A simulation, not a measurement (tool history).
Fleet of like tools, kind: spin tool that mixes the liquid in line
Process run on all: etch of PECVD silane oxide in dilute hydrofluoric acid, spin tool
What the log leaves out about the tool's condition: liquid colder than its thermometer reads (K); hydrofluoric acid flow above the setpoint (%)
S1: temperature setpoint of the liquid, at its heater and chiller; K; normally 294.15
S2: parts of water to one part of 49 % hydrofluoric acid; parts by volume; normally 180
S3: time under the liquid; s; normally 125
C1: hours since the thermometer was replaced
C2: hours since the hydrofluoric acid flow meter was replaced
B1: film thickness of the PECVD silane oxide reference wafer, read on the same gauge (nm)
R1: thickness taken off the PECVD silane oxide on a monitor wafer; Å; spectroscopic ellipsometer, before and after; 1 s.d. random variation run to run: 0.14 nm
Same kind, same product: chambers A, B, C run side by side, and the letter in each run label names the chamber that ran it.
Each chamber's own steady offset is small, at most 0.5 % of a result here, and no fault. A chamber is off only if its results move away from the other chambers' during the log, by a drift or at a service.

run 1A hour=11 | S1=294.15 S2=180 S3=125 | C1=484.5 C2=342.4 | B1=50.017 | R1=256.69
run 2C hour=23.5 | S1=294.15 S2=180 S3=125 | C1=291 C2=518.4 | B1=50.03 | R1=256.99
run 3B hour=30 | S1=294.15 S2=180 S3=125 | C1=1010.7 C2=1041.4 | B1=49.951 | R1=257.79
run 4C hour=39.2 | S1=294.15 S2=180 S3=125 | C1=306.7 C2=534.1 | B1=49.991 | R1=255.75
run 5A hour=47.7 | S1=294.15 S2=180 S3=125 | C1=521.2 C2=379.1 | B1=50.006 | R1=256.75
run 6B hour=61.7 | S1=294.15 S2=180 S3=125 | C1=1042.4 C2=1073.1 | B1=49.984 | R1=255.84
run 7B hour=75.3 | S1=294.15 S2=180 S3=85 | C1=1056 C2=1086.7 | B1=49.96 | R1=174.04
run 8A hour=88.8 | S1=294.15 S2=180 S3=85 | C1=562.3 C2=420.2 | B1=50.004 | R1=176.26
-- hour=99.6 chamber B: thermometer replaced
run 9C hour=100.4 | S1=294.15 S2=180 S3=85 | C1=367.9 C2=595.3 | B1=50.006 | R1=174.67
run 10C hour=107.8 | S1=294.15 S2=180 S3=165 | C1=375.3 C2=602.7 | B1=49.99 | R1=336.39
run 11A hour=117 | S1=294.15 S2=180 S3=165 | C1=590.5 C2=448.4 | B1=49.969 | R1=341.65
run 12B hour=127.1 | S1=294.15 S2=180 S3=165 | C1=27.6 C2=1138.5 | B1=50.02 | R1=339.87
run 13A hour=133.4 | S1=294.15 S2=180 S3=125 | C1=606.9 C2=464.8 | B1=49.984 | R1=261.42
run 14C hour=145.6 | S1=294.15 S2=180 S3=125 | C1=413.1 C2=640.5 | B1=50.039 | R1=252.7
run 15B hour=156.5 | S1=294.15 S2=180 S3=125 | C1=57 C2=1167.9 | B1=49.975 | R1=258.89
run 16C hour=167.8 | S1=294.15 S2=180 S3=125 | C1=435.3 C2=662.7 | B1=50.001 | R1=256.16
run 17B hour=176.3 | S1=294.15 S2=180 S3=125 | C1=76.8 C2=1187.7 | B1=49.97 | R1=256.94
run 18A hour=186.2 | S1=294.15 S2=180 S3=125 | C1=659.7 C2=517.6 | B1=49.984 | R1=260.64
run 19A hour=196.2 | S1=294.15 S2=180 S3=125 | C1=669.7 C2=527.6 | B1=49.977 | R1=260.27
run 20B hour=210 | S1=294.15 S2=180 S3=125 | C1=110.5 C2=1221.4 | B1=49.996 | R1=255.38
run 21C hour=222.8 | S1=294.15 S2=180 S3=125 | C1=490.3 C2=717.7 | B1=50.031 | R1=256.79
run 22B hour=231.8 | S1=294.15 S2=180 S3=125 | C1=132.3 C2=1243.2 | B1=49.982 | R1=257.51
run 23A hour=244.1 | S1=294.15 S2=180 S3=125 | C1=717.6 C2=575.5 | B1=49.989 | R1=265.53
run 24C hour=258 | S1=294.15 S2=180 S3=125 | C1=525.5 C2=752.9 | B1=50.016 | R1=256.14
-- hour=258.4 chamber A: thermometer replaced
run 25A hour=268.8 | S1=294.15 S2=180 S3=125 | C1=10.5 C2=600.2 | B1=49.995 | R1=265.57
run 26C hour=275.7 | S1=294.15 S2=180 S3=125 | C1=543.2 C2=770.6 | B1=49.998 | R1=255.9
run 27B hour=287.6 | S1=294.15 S2=180 S3=125 | C1=188.1 C2=1299 | B1=49.991 | R1=258.54
run 28C hour=301.7 | S1=294.15 S2=180 S3=125 | C1=569.2 C2=796.6 | B1=49.99 | R1=256.1
run 29B hour=312.3 | S1=294.15 S2=180 S3=125 | C1=212.8 C2=1323.7 | B1=49.999 | R1=257.66
run 30A hour=319.4 | S1=294.15 S2=180 S3=125 | C1=61.1 C2=650.8 | B1=50.011 | R1=270.83

All chambers now run identical settings, listed one chamber a line with results as question marks. What results will each chamber show?
run 31A hour=329.5 | S1=290.15 S2=180 S3=125 | R1=?
run 31B hour=329.5 | S1=290.15 S2=180 S3=125 | R1=?
run 31C hour=329.5 | S1=290.15 S2=180 S3=125 | R1=?

run=31A R1=230.73
run=31B R1=221.88
run=31C R1=219.95
